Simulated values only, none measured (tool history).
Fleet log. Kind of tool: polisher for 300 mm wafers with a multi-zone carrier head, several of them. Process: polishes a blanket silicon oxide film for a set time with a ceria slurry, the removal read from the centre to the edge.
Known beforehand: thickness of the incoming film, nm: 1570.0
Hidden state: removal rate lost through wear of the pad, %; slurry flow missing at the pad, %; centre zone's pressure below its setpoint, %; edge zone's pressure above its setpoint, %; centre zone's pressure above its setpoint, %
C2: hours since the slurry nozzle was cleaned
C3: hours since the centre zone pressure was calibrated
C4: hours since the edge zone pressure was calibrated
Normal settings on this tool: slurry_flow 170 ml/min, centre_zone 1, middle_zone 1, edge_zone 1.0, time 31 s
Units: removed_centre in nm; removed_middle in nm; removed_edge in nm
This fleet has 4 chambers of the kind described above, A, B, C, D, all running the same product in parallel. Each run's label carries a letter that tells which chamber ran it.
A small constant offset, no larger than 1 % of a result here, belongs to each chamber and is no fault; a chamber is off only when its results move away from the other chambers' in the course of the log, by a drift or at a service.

-- hour=0.4 chamber D: worn pad replaced by a new one
run 1A hour=7.9 | slurry_flow=170 centre_zone=1 middle_zone=1 edge_zone=1.0 time=31 | wafers_polished_on_this_pad=275 C2=192.8 C3=121.6 C4=491.1 | removed_centre=169.79 removed_middle=169.90 removed_edge=169.66
-- hour=18.5 chamber C: worn pad replaced by a new one
run 2D hour=21.4 | slurry_flow=170 centre_zone=1 middle_zone=1 edge_zone=1.0 time=31 | wafers_polished_on_this_pad=311 C2=101.4 C3=681.0 C4=778.3 | removed_centre=167.79 removed_middle=164.98 removed_edge=169.91
-- hour=24.5 chamber B: worn pad replaced by a new one
run 3C hour=30.9 | slurry_flow=170 centre_zone=1 middle_zone=1 edge_zone=1.0 time=31 | wafers_polished_on_this_pad=183 C2=61.8 C3=117.1 C4=285.6 | removed_centre=168.21 removed_middle=169.62 removed_edge=168.24
run 4B hour=39.6 | slurry_flow=170 centre_zone=1 middle_zone=1 edge_zone=1.0 time=31 | wafers_polished_on_this_pad=224 C2=318.6 C3=488.8 C4=643.2 | removed_centre=169.68 removed_middle=172.41 removed_edge=168.93
-- hour=39.9 chamber B: slurry nozzle cleaned
-- hour=40.0 chamber B: centre zone pressure recalibrated
run 5D hour=53.3 | slurry_flow=170 centre_zone=1 middle_zone=1 edge_zone=1.0 time=31 | wafers_polished_on_this_pad=783 C2=133.3 C3=712.9 C4=810.2 | removed_centre=166.94 removed_middle=167.75 removed_edge=168.13
-- hour=61.5 chamber A: worn pad replaced by a new one
run 6A hour=62.3 | slurry_flow=170 centre_zone=1 middle_zone=1 edge_zone=1.0 time=31 | wafers_polished_on_this_pad=12 C2=247.2 C3=176.0 C4=545.5 | removed_centre=168.74 removed_middle=168.25 removed_edge=168.83
-- hour=68.2 chamber D: worn pad replaced by a new one
run 7B hour=75.9 | slurry_flow=170 centre_zone=1 middle_zone=1 edge_zone=1.0 time=31 | wafers_polished_on_this_pad=760 C2=36.0 C3=36.0 C4=679.5 | removed_centre=168.58 removed_middle=166.63 removed_edge=170.20
run 8C hour=84.8 | slurry_flow=170 centre_zone=1 middle_zone=1 edge_zone=1.0 time=31 | wafers_polished_on_this_pad=980 C2=115.7 C3=171.0 C4=339.5 | removed_centre=164.63 removed_middle=167.79 removed_edge=167.91
-- hour=88.9 chamber C: worn pad replaced by a new one
run 9A hour=93.5 | slurry_flow=170 centre_zone=1 middle_zone=1 edge_zone=1.0 time=31 | wafers_polished_on_this_pad=473 C2=278.4 C3=207.2 C4=576.7 | removed_centre=168.18 removed_middle=169.20 removed_edge=167.82
-- hour=97.8 chamber B: worn pad replaced by a new one
run 10B hour=103.9 | slurry_flow=170 centre_zone=1 middle_zone=1 edge_zone=1.0 time=31 | wafers_polished_on_this_pad=90 C2=64.0 C3=64.0 C4=707.5 | removed_centre=168.80 removed_middle=165.88 removed_edge=168.08
-- hour=113.3 chamber C: edge zone pressure recalibrated
run 11D hour=115.7 | slurry_flow=170 centre_zone=1 middle_zone=1 edge_zone=1.0 time=31 | wafers_polished_on_this_pad=702 C2=195.7 C3=775.3 C4=872.6 | removed_centre=165.74 removed_middle=169.28 removed_edge=169.82
run 12C hour=123.3 | slurry_flow=170 centre_zone=1 middle_zone=1 edge_zone=1.0 time=31 | wafers_polished_on_this_pad=509 C2=154.2 C3=209.5 C4=10.0 | removed_centre=169.22 removed_middle=169.00 removed_edge=169.61
-- hour=123.8 chamber A: worn pad replaced by a new one
run 13C hour=130.2 | slurry_flow=170 centre_zone=1 middle_zone=1 edge_zone=1.0 time=23 | wafers_polished_on_this_pad=611 C2=161.1 C3=216.4 C4=16.9 | removed_centre=124.09 removed_middle=125.07 removed_edge=126.13
-- hour=131.6 chamber D: worn pad replaced by a new one
run 14A hour=144.6 | slurry_flow=170 centre_zone=1 middle_zone=1 edge_zone=1.0 time=23 | wafers_polished_on_this_pad=308 C2=329.5 C3=258.3 C4=627.8 | removed_centre=123.86 removed_middle=128.37 removed_edge=125.57
-- hour=157.3 chamber C: worn pad replaced by a new one
run 15B hour=158.8 | slurry_flow=170 centre_zone=1 middle_zone=1 edge_zone=1.0 time=23 | wafers_polished_on_this_pad=901 C2=118.9 C3=118.9 C4=762.4 | removed_centre=126.02 removed_middle=123.69 removed_edge=126.88
-- hour=161.3 chamber B: worn pad replaced by a new one
run 16D hour=170.4 | slurry_flow=170 centre_zone=1 middle_zone=1 edge_zone=1.0 time=23 | wafers_polished_on_this_pad=574 C2=250.4 C3=830.0 C4=927.3 | removed_centre=124.72 removed_middle=125.53 removed_edge=124.47
run 17D hour=179.0 | slurry_flow=170 centre_zone=1 middle_zone=1 edge_zone=1.0 time=31 | wafers_polished_on_this_pad=701 C2=259.0 C3=838.6 C4=935.9 | removed_centre=167.19 removed_middle=167.92 removed_edge=167.52
-- hour=189.8 chamber D: worn pad replaced by a new one
run 18A hour=191.5 | slurry_flow=170 centre_zone=1 middle_zone=1 edge_zone=1.0 time=31 | wafers_polished_on_this_pad=1001 C2=376.4 C3=305.2 C4=674.7 | removed_centre=165.11 removed_middle=167.38 removed_edge=167.93
-- hour=192.1 chamber A: worn pad replaced by a new one
run 19B hour=206.2 | slurry_flow=170 centre_zone=1 middle_zone=1 edge_zone=1.0 time=31 | wafers_polished_on_this_pad=664 C2=166.3 C3=166.3 C4=809.8 | removed_centre=169.60 removed_middle=170.51 removed_edge=169.84
run 20C hour=215.7 | slurry_flow=170 centre_zone=1 middle_zone=1 edge_zone=1.0 time=31 | wafers_polished_on_this_pad=864 C2=246.6 C3=301.9 C4=102.4 | removed_centre=168.76 removed_middle=166.24 removed_edge=169.11
-- hour=226.5 chamber C: worn pad replaced by a new one
run 21B hour=230.3 | slurry_flow=170 centre_zone=1 middle_zone=1 edge_zone=1.0 time=31 | wafers_polished_on_this_pad=1021 C2=190.4 C3=190.4 C4=833.9 | removed_centre=167.94 removed_middle=168.00 removed_edge=170.01
-- hour=233.2 chamber B: worn pad replaced by a new one
run 22D hour=242.1 | slurry_flow=170 centre_zone=1 middle_zone=1 edge_zone=1.0 time=31 | wafers_polished_on_this_pad=774 C2=322.1 C3=901.7 C4=999.0 | removed_centre=167.02 removed_middle=169.74 removed_edge=166.61
run 23C hour=253.2 | slurry_flow=170 centre_zone=1 middle_zone=1 edge_zone=1.0 time=31 | wafers_polished_on_this_pad=395 C2=284.1 C3=339.4 C4=139.9 | removed_centre=167.10 removed_middle=167.01 removed_edge=169.55
-- hour=255.0 chamber D: worn pad replaced by a new one
-- hour=261.5 chamber A: worn pad replaced by a new one
run 24A hour=264.0 | slurry_flow=170 centre_zone=1 middle_zone=1 edge_zone=1.0 time=31 | wafers_polished_on_this_pad=37 C2=448.9 C3=377.7 C4=747.2 | removed_centre=163.13 removed_middle=169.83 removed_edge=168.05
run 25B hour=271.1 | slurry_flow=170 centre_zone=1 middle_zone=1 edge_zone=1.0 time=31 | wafers_polished_on_this_pad=560 C2=231.2 C3=231.2 C4=874.7 | removed_centre=167.34 removed_middle=168.24 removed_edge=167.35
run 26A hour=280.6 | slurry_flow=170 centre_zone=1 middle_zone=1 edge_zone=1.0 time=31 | wafers_polished_on_this_pad=283 C2=465.5 C3=394.3 C4=763.8 | removed_centre=161.34 removed_middle=166.48 removed_edge=167.92
run 27D hour=293.0 | slurry_flow=170 centre_zone=1 middle_zone=1 edge_zone=1.0 time=31 | wafers_polished_on_this_pad=562 C2=373.0 C3=952.6 C4=1049.9 | removed_centre=167.51 removed_middle=167.65 removed_edge=168.16
-- hour=294.1 chamber C: slurry nozzle cleaned
-- hour=298.5 chamber B: worn pad replaced by a new one
-- hour=302.4 chamber C: worn pad replaced by a new one
run 28C hour=303.4 | slurry_flow=170 centre_zone=1 middle_zone=1 edge_zone=1.0 time=31 | wafers_polished_on_this_pad=15 C2=9.3 C3=389.6 C4=190.1 | removed_centre=169.81 removed_middle=167.81 removed_edge=171.41
run 29D hour=314.1 | slurry_flow=170 centre_zone=1 middle_zone=1 edge_zone=1.0 time=31 | wafers_polished_on_this_pad=874 C2=394.1 C3=973.7 C4=1071.0 | removed_centre=168.10 removed_middle=166.60 removed_edge=170.81
run 30C hour=323.7 | slurry_flow=195 centre_zone=1 middle_zone=1 edge_zone=1.0 time=31 | wafers_polished_on_this_pad=315 C2=29.6 C3=409.9 C4=210.4 | removed_centre=174.00 removed_middle=175.10 removed_edge=171.93
run 31B hour=333.8 | slurry_flow=195 centre_zone=1 middle_zone=1 edge_zone=1.0 time=31 | wafers_polished_on_this_pad=523 C2=293.9 C3=293.9 C4=937.4 | removed_centre=172.11 removed_middle=175.20 removed_edge=171.90

All chambers now run identical settings, listed one chamber a line with results as question marks. What results will each chamber show?
run 32A hour=344.4 | slurry_flow=170 centre_zone=1 middle_zone=1 edge_zone=0.9 time=31 | removed_centre=? removed_middle=? removed_edge=?
run 32B hour=344.4 | slurry_flow=170 centre_zone=1 middle_zone=1 edge_zone=0.9 time=31 | removed_centre=? removed_middle=? removed_edge=?
run 32C hour=344.4 | slurry_flow=170 centre_zone=1 middle_zone=1 edge_zone=0.9 time=31 | removed_centre=? removed_middle=? removed_edge=?
run 32D hour=344.4 | slurry_flow=170 centre_zone=1 middle_zone=1 edge_zone=0.9 time=31 | removed_centre=? removed_middle=? removed_edge=?

run=32A removed_centre=159.51 removed_middle=167.66 removed_edge=157.49
run=32B removed_centre=169.21 removed_middle=170.53 removed_edge=161.42
run=32C removed_centre=170.11 removed_middle=169.93 removed_edge=159.21
run=32D removed_centre=168.62 removed_middle=163.96 removed_edge=157.70
